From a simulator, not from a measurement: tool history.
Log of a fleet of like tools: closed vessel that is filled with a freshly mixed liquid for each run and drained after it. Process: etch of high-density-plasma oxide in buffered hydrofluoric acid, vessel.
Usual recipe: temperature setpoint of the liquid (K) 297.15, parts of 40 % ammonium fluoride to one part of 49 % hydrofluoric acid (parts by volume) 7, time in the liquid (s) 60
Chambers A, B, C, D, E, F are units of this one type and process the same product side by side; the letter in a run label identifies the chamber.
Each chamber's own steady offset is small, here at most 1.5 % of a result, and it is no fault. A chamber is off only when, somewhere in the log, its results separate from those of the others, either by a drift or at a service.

run	hour	temperature setpoint of the liquid (K)	parts of 40 % ammonium fluoride to one part of 49 % hydrofluoric acid (parts by volume)	time in the liquid (s)	hours since the thermometer was replaced	hours since the hydrofluoric acid flow meter was replaced	read-back film thickness of the high-density-plasma oxide reference wafer, read on the same gauge (nm)	thickness taken off the high-density-plasma oxide on a monitor wafer (angstrom)
1F	5.1	297.15	7	60	637.7	587.6	120.00	1063.30
2E	10.0	297.15	7	60	979.2	575.2	120.00	1050.90
3A	13.6	297.15	7	60	1547.7	557.3	119.99	1052.60
4C	17.9	297.15	7	60	277.1	198.7	120.02	1051.00
5D	24.1	297.15	7	60	608.6	905.8	120.01	1068.00
6B	28.7	297.15	7	60	1623.4	386.1	119.99	1037.40
7E	34.2	298.65	7	75	1003.4	599.4	120.00	1449.80
8F	39.6	298.65	7	75	672.2	622.1	120.01	1430.50
9D	43.9	298.65	7	75	628.4	925.6	119.98	1404.30
10B	48.5	298.65	7	75	1643.2	405.9	120.02	1409.80
11C	53.6	298.65	7	75	312.8	234.4	120.00	1394.40
12A	56.9	298.65	7	75	1591.0	600.6	120.01	1412.20
13F	60.6	297.15	7	60	693.2	643.1	119.99	1052.10
14A	67.7	297.15	7	60	1601.8	611.4	119.99	1044.90
15D	71.1	297.15	7	60	655.6	952.8	119.98	1045.50
16E	76.4	297.15	7	60	1045.6	641.6	119.98	1073.30
17B	83.5	297.15	7	60	1678.2	440.9	119.99	1029.00
18C	87.9	297.15	7	60	347.1	268.7	120.03	1033.80
# hour 91.7: chamber A: thermometer replaced
19C	94.9	297.15	7	60	354.1	275.7	120.00	1015.00
20F	98.8	297.15	7	60	731.4	681.3	120.00	1036.00
21D	102.9	297.15	6	60	687.4	984.6	119.98	1207.30
22E	108.0	297.15	6	60	1077.2	673.2	120.01	1207.90
23A	114.8	297.15	6	60	23.2	658.5	119.99	1202.10
24B	119.6	297.15	6	60	1714.3	477.0	119.99	1180.80
25B	123.6	297.15	6	60	1718.3	481.0	120.01	1190.70
26E	127.1	297.15	6	60	1096.3	692.3	120.01	1228.60
27A	130.7	297.15	7	60	39.1	674.4	119.99	1049.70
28C	135.4	297.15	7	60	394.6	316.2	120.00	967.39
29D	139.3	297.15	7	60	723.8	1021.0	119.98	1048.90
30F	144.6	297.15	7	60	777.2	727.1	120.02	1031.70
31A	148.9	297.15	7	60	57.3	692.6	120.00	1046.10
32C	152.9	297.15	7	60	412.1	333.7	119.99	948.58
33D	157.7	297.15	7	60	742.2	1039.4	120.00	1048.50
34B	164.3	297.15	7	60	1759.0	521.7	120.00	1040.30
35F	169.1	297.15	7	60	801.7	751.6	120.01	1066.90
36E	175.1	297.15	7	60	1144.3	740.3	120.01	1052.90

Decide between three cases: one chamber stands off from its peers, the gauge reading all wafers drifts, or nothing is wrong past each chamber's small offset. Where a chamber is off, say which and what most likely put it there.

Little by little, chamber C moves away from the other chambers.
What lies behind it: liquid colder than its thermometer reads (K) = 2.16.
From this log alone, it may not be told apart from: hydrofluoric acid flow below the setpoint (%).

Which of the 4 candidates below, each the usual settings with something changed and its results left as question marks, puts chamber C back in line with what the other chambers give on the usual settings?
Counts as in line when no further than this from what the other chambers average on the usual settings: thickness taken off the high-density-plasma oxide on a monitor wafer (angstrom) 30.00
37C-1	180.3	299.65	7.0	60				?
37C-2	180.3	296.65	7.5	50				?
37C-3	180.3	298.15	7.0	75				?
37C-4	180.3	294.65	7.0	60				?

Other chambers, usual settings, mean: thickness taken off the high-density-plasma oxide on a monitor wafer (angstrom) 1050.30
run	thickness taken off the high-density-plasma oxide on a monitor wafer (angstrom)
37C-1	1052.30
37C-2	691.21
37C-3	1212.70
37C-4	800.61
The right change is 37C-1: it brings the chamber back within the allowed miss of the others.
